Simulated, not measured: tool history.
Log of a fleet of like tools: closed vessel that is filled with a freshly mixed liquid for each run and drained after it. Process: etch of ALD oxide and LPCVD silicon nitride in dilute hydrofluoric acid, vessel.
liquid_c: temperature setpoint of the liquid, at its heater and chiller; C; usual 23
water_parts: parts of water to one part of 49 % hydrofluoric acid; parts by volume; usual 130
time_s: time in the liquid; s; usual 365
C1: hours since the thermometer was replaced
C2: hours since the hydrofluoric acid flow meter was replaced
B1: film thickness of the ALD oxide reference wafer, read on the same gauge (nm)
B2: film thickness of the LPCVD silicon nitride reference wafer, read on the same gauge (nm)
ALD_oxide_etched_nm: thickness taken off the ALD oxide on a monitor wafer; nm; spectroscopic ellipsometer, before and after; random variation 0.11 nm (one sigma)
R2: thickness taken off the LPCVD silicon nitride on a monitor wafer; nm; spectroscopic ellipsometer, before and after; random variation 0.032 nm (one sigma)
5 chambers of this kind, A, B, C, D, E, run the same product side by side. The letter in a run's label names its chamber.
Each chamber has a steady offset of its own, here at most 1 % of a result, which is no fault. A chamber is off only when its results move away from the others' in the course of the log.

Run 1D, day 0.179: usual settings; C1 519.4; C2 187.5; B1 30.042; B2 89.973. Result: ALD_oxide_etched_nm 30.368 nm, R2 1.3089 nm.
Run 2C, day 0.408: usual settings; C1 568.2; C2 2287.4; B1 29.985; B2 90.026. Result: ALD_oxide_etched_nm 30.524 nm, R2 1.3222 nm.
Run 3A, day 0.767: usual settings; C1 3050.9; C2 1690.4; B1 29.986; B2 89.947. Result: ALD_oxide_etched_nm 30.337 nm, R2 1.3479 nm.
Run 4B, day 1.150: usual settings; C1 123.0; C2 385.8; B1 30.025; B2 89.979. Result: ALD_oxide_etched_nm 30.672 nm, R2 1.3070 nm.
Run 5E, day 1.483: usual settings; C1 555.1; C2 540.9; B1 30.018; B2 90.006. Result: ALD_oxide_etched_nm 30.289 nm, R2 1.3163 nm.
Run 6C, day 1.738: usual settings; C1 600.1; C2 2319.3; B1 29.982; B2 89.989. Result: ALD_oxide_etched_nm 30.498 nm, R2 1.3775 nm.
Run 7B, day 1.933: usual settings; C1 141.8; C2 404.6; B1 30.008; B2 89.995. Result: ALD_oxide_etched_nm 30.479 nm, R2 1.3017 nm.
Run 8D, day 2.262: usual settings; C1 569.4; C2 237.5; B1 29.997; B2 90.000. Result: ALD_oxide_etched_nm 30.489 nm, R2 1.3366 nm.
Run 9A, day 2.546: usual settings but liquid_c 26 C, time_s 475 s; C1 3093.6; C2 1733.1; B1 30.039; B2 90.021. Result: ALD_oxide_etched_nm 44.408 nm, R2 2.0146 nm.
Run 10E, day 2.775: usual settings but liquid_c 26 C, time_s 475 s; C1 586.1; C2 571.9; B1 29.982; B2 89.995. Result: ALD_oxide_etched_nm 44.145 nm, R2 2.0294 nm.
Run 11A, day 3.129: usual settings but liquid_c 26 C, time_s 475 s; C1 3107.6; C2 1747.1; B1 29.998; B2 90.015. Result: ALD_oxide_etched_nm 44.554 nm, R2 2.0845 nm.
Run 12C, day 3.492: usual settings but liquid_c 26 C, time_s 475 s; C1 642.2; C2 2361.4; B1 29.968; B2 90.020. Result: ALD_oxide_etched_nm 44.586 nm, R2 2.0578 nm.
Run 13E, day 3.879: usual settings but liquid_c 26 C, time_s 475 s; C1 612.6; C2 598.4; B1 30.008; B2 90.007. Result: ALD_oxide_etched_nm 44.106 nm, R2 2.0288 nm.
Run 14B, day 4.117: usual settings but liquid_c 19 C, water_parts 70 parts by volume; C1 194.2; C2 457.0; B1 30.003; B2 90.046. Result: ALD_oxide_etched_nm 52.199 nm, R2 1.8094 nm.
Run 15D, day 4.412: usual settings but liquid_c 19 C, water_parts 70 parts by volume; C1 621.0; C2 289.1; B1 29.987; B2 89.973. Result: ALD_oxide_etched_nm 52.334 nm, R2 1.8036 nm.
Run 16B, day 4.654: usual settings but liquid_c 19 C, water_parts 70 parts by volume; C1 207.1; C2 469.9; B1 30.028; B2 89.973. Result: ALD_oxide_etched_nm 52.392 nm, R2 1.8628 nm.
Run 17C, day 4.854: usual settings but liquid_c 19 C, water_parts 70 parts by volume; C1 674.9; C2 2394.1; B1 29.949; B2 90.038. Result: ALD_oxide_etched_nm 51.349 nm, R2 1.8494 nm.
Run 18A, day 5.092: usual settings but liquid_c 19 C, water_parts 70 parts by volume; C1 3154.7; C2 1794.2; B1 30.014; B2 90.016. Result: ALD_oxide_etched_nm 51.037 nm, R2 1.7565 nm.
Run 19E, day 5.408: usual settings; C1 649.3; C2 635.1; B1 29.950; B2 89.971. Result: ALD_oxide_etched_nm 30.633 nm, R2 1.3211 nm.
Run 20D, day 5.758: usual settings; C1 653.3; C2 321.4; B1 29.970; B2 89.988. Result: ALD_oxide_etched_nm 30.481 nm, R2 1.3285 nm.
Run 21D, day 6.125: usual settings; C1 662.1; C2 330.2; B1 29.971; B2 89.986. Result: ALD_oxide_etched_nm 30.343 nm, R2 1.3084 nm.
At day 6.233: chamber B: hydrofluoric acid flow meter replaced.
Run 22C, day 6.338: usual settings; C1 710.5; C2 2429.7; B1 30.019; B2 89.994. Result: ALD_oxide_etched_nm 30.577 nm, R2 1.3120 nm.
At day 6.404: chamber C: hydrofluoric acid flow meter replaced.
Run 23A, day 6.700: usual settings; C1 3193.3; C2 1832.8; B1 30.027; B2 90.024. Result: ALD_oxide_etched_nm 30.396 nm, R2 1.3497 nm.
At day 6.912: chamber D: thermometer replaced.
Run 24B, day 7.071: usual settings but time_s 440 s; C1 265.1; C2 20.2; B1 30.024; B2 90.038. Result: ALD_oxide_etched_nm 36.825 nm, R2 1.5583 nm.
Run 25E, day 7.433: usual settings but time_s 440 s; C1 697.9; C2 683.7; B1 29.980; B2 89.978. Result: ALD_oxide_etched_nm 36.697 nm, R2 1.5874 nm.
Run 26E, day 7.817: usual settings but time_s 440 s; C1 707.1; C2 692.9; B1 29.980; B2 89.999. Result: ALD_oxide_etched_nm 36.635 nm, R2 1.6072 nm.
Run 27C, day 8.133: usual settings but time_s 440 s; C1 753.6; C2 41.5; B1 29.948; B2 89.992. Result: ALD_oxide_etched_nm 36.761 nm, R2 1.5666 nm.
Run 28A, day 8.342: usual settings but time_s 440 s; C1 3232.7; C2 1872.2; B1 30.014; B2 90.072. Result: ALD_oxide_etched_nm 36.747 nm, R2 1.6207 nm.
Run 29B, day 8.688: usual settings; C1 303.9; C2 59.0; B1 30.027; B2 89.989. Result: ALD_oxide_etched_nm 30.318 nm, R2 1.3148 nm.
Run 30D, day 9.088: usual settings; C1 52.2; C2 401.3; B1 30.015; B2 90.017. Result: ALD_oxide_etched_nm 30.572 nm, R2 1.3320 nm.
Run 31E, day 9.308: usual settings; C1 742.9; C2 728.7; B1 30.029; B2 89.991. Result: ALD_oxide_etched_nm 30.432 nm, R2 1.3251 nm.
At day 9.371: chamber A: thermometer replaced.
Run 32A, day 9.583: usual settings; C1 5.1; C2 1902.0; B1 30.018; B2 89.991. Result: ALD_oxide_etched_nm 30.536 nm, R2 1.2792 nm.
Run 33D, day 9.975: usual settings; C1 73.5; C2 422.6; B1 30.002; B2 90.020. Result: ALD_oxide_etched_nm 30.390 nm, R2 1.3346 nm.

Is one chamber off against the others, does the gauge drift, or is nothing wrong? If a chamber is off, say which, and what the likeliest cause is.

No chamber stands off beyond its own small offset, and the gauge holds steady.
